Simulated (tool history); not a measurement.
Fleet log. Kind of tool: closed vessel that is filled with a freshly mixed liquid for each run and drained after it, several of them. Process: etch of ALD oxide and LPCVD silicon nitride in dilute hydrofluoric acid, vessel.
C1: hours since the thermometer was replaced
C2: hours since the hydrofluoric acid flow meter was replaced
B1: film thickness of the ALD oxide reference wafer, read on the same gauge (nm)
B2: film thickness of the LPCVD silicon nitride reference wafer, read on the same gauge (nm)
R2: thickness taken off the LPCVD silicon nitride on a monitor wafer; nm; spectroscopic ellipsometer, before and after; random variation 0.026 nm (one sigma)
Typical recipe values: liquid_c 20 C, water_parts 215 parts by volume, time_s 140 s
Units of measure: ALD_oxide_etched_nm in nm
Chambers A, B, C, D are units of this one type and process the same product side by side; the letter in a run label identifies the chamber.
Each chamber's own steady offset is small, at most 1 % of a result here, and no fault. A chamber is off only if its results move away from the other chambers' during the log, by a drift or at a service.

Run 1D, day 0.238: usual settings; C1 785.2; C2 806.9; B1 70.006; B2 49.981. Result: ALD_oxide_etched_nm 6.7298 nm, R2 0.26197 nm.
Run 2B, day 0.538: usual settings; C1 1205; C2 417.1; B1 70; B2 49.992. Result: ALD_oxide_etched_nm 6.7794 nm, R2 0.21917 nm.
Run 3C, day 0.862: usual settings; C1 1854.9; C2 1097.9; B1 69.968; B2 49.982. Result: ALD_oxide_etched_nm 6.7951 nm, R2 0.27798 nm.
Run 4A, day 1.158: usual settings; C1 122; C2 1258.3; B1 69.954; B2 50.005. Result: ALD_oxide_etched_nm 6.8181 nm, R2 0.26172 nm.
Run 5B, day 1.492: usual settings; C1 1227.9; C2 440; B1 70.015; B2 49.986. Result: ALD_oxide_etched_nm 6.7593 nm, R2 0.27466 nm.
Run 6C, day 1.708: usual settings; C1 1875.2; C2 1118.2; B1 69.984; B2 49.97. Result: ALD_oxide_etched_nm 6.7679 nm, R2 0.24125 nm.
Run 7A, day 1.921: usual settings; C1 140.3; C2 1276.6; B1 69.967; B2 50.002. Result: ALD_oxide_etched_nm 6.8304 nm, R2 0.26478 nm.
Run 8D, day 2.121: usual settings; C1 830.4; C2 852.1; B1 69.978; B2 50.019. Result: ALD_oxide_etched_nm 6.7094 nm, R2 0.23856 nm.
Run 9D, day 2.271: usual settings; C1 834; C2 855.7; B1 69.977; B2 49.97. Result: ALD_oxide_etched_nm 6.6988 nm, R2 0.26562 nm.
Run 10B, day 2.433: usual settings; C1 1250.5; C2 462.6; B1 69.985; B2 50.005. Result: ALD_oxide_etched_nm 6.7605 nm, R2 0.21871 nm.
Run 11A, day 2.683: usual settings but liquid_c 17 C, water_parts 290 parts by volume; C1 158.6; C2 1294.9; B1 70.004; B2 50.026. Result: ALD_oxide_etched_nm 4.1472 nm, R2 0.16389 nm.
Run 12C, day 2.892: usual settings but liquid_c 17 C, water_parts 290 parts by volume; C1 1903.6; C2 1146.6; B1 69.997; B2 49.955. Result: ALD_oxide_etched_nm 4.2108 nm, R2 0.16243 nm.
Run 13D, day 3.058: usual settings but liquid_c 17 C, water_parts 290 parts by volume; C1 852.9; C2 874.6; B1 69.999; B2 49.979. Result: ALD_oxide_etched_nm 4.1878 nm, R2 0.17906 nm.
Run 14A, day 3.225: usual settings but liquid_c 17 C, water_parts 290 parts by volume; C1 171.6; C2 1307.9; B1 70.036; B2 49.978. Result: ALD_oxide_etched_nm 4.2022 nm, R2 0.15983 nm.
Run 15C, day 3.438: usual settings; C1 1916.7; C2 1159.7; B1 70.015; B2 49.973. Result: ALD_oxide_etched_nm 6.8111 nm, R2 0.24051 nm.
Run 16B, day 3.712: usual settings but time_s 105 s; C1 1281.2; C2 493.3; B1 70.017; B2 49.983. Result: ALD_oxide_etched_nm 5.0308 nm, R2 0.229 nm.
Run 17A, day 4.042: usual settings but time_s 105 s; C1 191.2; C2 1327.5; B1 69.984; B2 50.04. Result: ALD_oxide_etched_nm 5.0666 nm, R2 0.14214 nm.
Run 18D, day 4.342: usual settings but time_s 105 s; C1 883.7; C2 905.4; B1 69.985; B2 50.017. Result: ALD_oxide_etched_nm 5.0186 nm, R2 0.17379 nm.
Run 19C, day 4.612: usual settings but time_s 105 s; C1 1944.9; C2 1187.9; B1 69.992; B2 49.973. Result: ALD_oxide_etched_nm 5.1424 nm, R2 0.19747 nm.
Run 20B, day 4.912: usual settings; C1 1310; C2 522.1; B1 70.052; B2 49.988. Result: ALD_oxide_etched_nm 6.6342 nm, R2 0.22039 nm.
Run 21D, day 5.138: usual settings; C1 902.8; C2 924.5; B1 69.986; B2 49.962. Result: ALD_oxide_etched_nm 6.7108 nm, R2 0.21479 nm.
Run 22C, day 5.312: usual settings but liquid_c 17 C, time_s 80 s; C1 1961.7; C2 1204.7; B1 70.01; B2 50.013. Result: ALD_oxide_etched_nm 3.4656 nm, R2 0.10383 nm.
Run 23B, day 5.625: usual settings but liquid_c 17 C, time_s 80 s; C1 1327.1; C2 539.2; B1 70.006; B2 49.971. Result: ALD_oxide_etched_nm 3.3464 nm, R2 0.099028 nm.
Run 24A, day 5.829: usual settings but liquid_c 17 C, time_s 80 s; C1 234.1; C2 1370.4; B1 69.998; B2 50.045. Result: ALD_oxide_etched_nm 3.422 nm, R2 0.12495 nm.
Run 25C, day 6.029: usual settings but liquid_c 17 C, time_s 80 s; C1 1978.9; C2 1221.9; B1 70.012; B2 49.975. Result: ALD_oxide_etched_nm 3.5013 nm, R2 0.12642 nm.
Run 26D, day 6.192: usual settings but time_s 215 s; C1 928.1; C2 949.8; B1 70.001; B2 50.054. Result: ALD_oxide_etched_nm 10.476 nm, R2 0.39969 nm.
Run 27B, day 6.362: usual settings but time_s 215 s; C1 1344.8; C2 556.9; B1 70.013; B2 49.943. Result: ALD_oxide_etched_nm 10.105 nm, R2 0.40302 nm.
Run 28A, day 6.671: usual settings but time_s 215 s; C1 254.3; C2 1390.6; B1 69.994; B2 49.968. Result: ALD_oxide_etched_nm 10.334 nm, R2 0.32884 nm.
At day 6.692: chamber C: hydrofluoric acid flow meter replaced.
Run 29D, day 6.971: usual settings but time_s 215 s; C1 946.8; C2 968.5; B1 69.995; B2 50.015. Result: ALD_oxide_etched_nm 10.329 nm, R2 0.43701 nm.
Run 30C, day 7.304: usual settings but water_parts 295 parts by volume; C1 2009.5; C2 14.7; B1 69.995; B2 50.007. Result: ALD_oxide_etched_nm 4.5953 nm, R2 0.2282 nm.
Run 31A, day 7.642: usual settings but water_parts 295 parts by volume; C1 277.6; C2 1413.9; B1 70.001; B2 49.948. Result: ALD_oxide_etched_nm 4.513 nm, R2 0.20449 nm.
At day 7.712: chamber B: hydrofluoric acid flow meter replaced.
Run 32B, day 7.933: usual settings but water_parts 295 parts by volume; C1 1382.5; C2 5.4; B1 70.016; B2 49.995. Result: ALD_oxide_etched_nm 4.3729 nm, R2 0.14502 nm.
Run 33B, day 8.125: usual settings but water_parts 295 parts by volume; C1 1387.1; C2 10; B1 70.002; B2 50.025. Result: ALD_oxide_etched_nm 4.3502 nm, R2 0.17857 nm.
Run 34C, day 8.379: usual settings; C1 2035.3; C2 40.5; B1 69.982; B2 49.986. Result: ALD_oxide_etched_nm 6.8531 nm, R2 0.26919 nm.
Run 35D, day 8.638: usual settings; C1 986.8; C2 1008.5; B1 69.997; B2 49.993. Result: ALD_oxide_etched_nm 6.8133 nm, R2 0.26986 nm.
Run 36A, day 8.946: usual settings; C1 308.9; C2 1445.2; B1 69.99; B2 49.976. Result: ALD_oxide_etched_nm 6.775 nm, R2 0.26037 nm.
Run 37B, day 9.233: usual settings but liquid_c 24 C, time_s 100 s; C1 1413.7; C2 36.6; B1 70.013; B2 50.016. Result: ALD_oxide_etched_nm 5.3291 nm, R2 0.21012 nm.
Run 38D, day 9.483: usual settings but liquid_c 24 C, time_s 100 s; C1 1007.1; C2 1028.8; B1 70.023; B2 49.989. Result: ALD_oxide_etched_nm 5.612 nm, R2 0.231 nm.
Run 39A, day 9.792: usual settings but liquid_c 24 C, time_s 100 s; C1 329.2; C2 1465.5; B1 70.021; B2 49.988. Result: ALD_oxide_etched_nm 5.6632 nm, R2 0.21907 nm.
Run 40C, day 10.017: usual settings but liquid_c 24 C, time_s 100 s; C1 2074.6; C2 79.8; B1 69.995; B2 50.007. Result: ALD_oxide_etched_nm 5.6251 nm, R2 0.27272 nm.

For the next run the whole fleet of 4 chambers uses the same settings. Give each chamber's results:
Run 41A, day 10.262: usual settings. Result: ALD_oxide_etched_nm ?, R2 ?.
Run 41B, day 10.262: usual settings. Result: ALD_oxide_etched_nm ?, R2 ?.
Run 41C, day 10.262: usual settings. Result: ALD_oxide_etched_nm ?, R2 ?.
Run 41D, day 10.262: usual settings. Result: ALD_oxide_etched_nm ?, R2 ?.

run  ALD_oxide_etched_nm       R2
41A               6.6798  0.23131
41B               6.3918  0.22623
41C               6.7921  0.26678
41D               6.7426  0.24401

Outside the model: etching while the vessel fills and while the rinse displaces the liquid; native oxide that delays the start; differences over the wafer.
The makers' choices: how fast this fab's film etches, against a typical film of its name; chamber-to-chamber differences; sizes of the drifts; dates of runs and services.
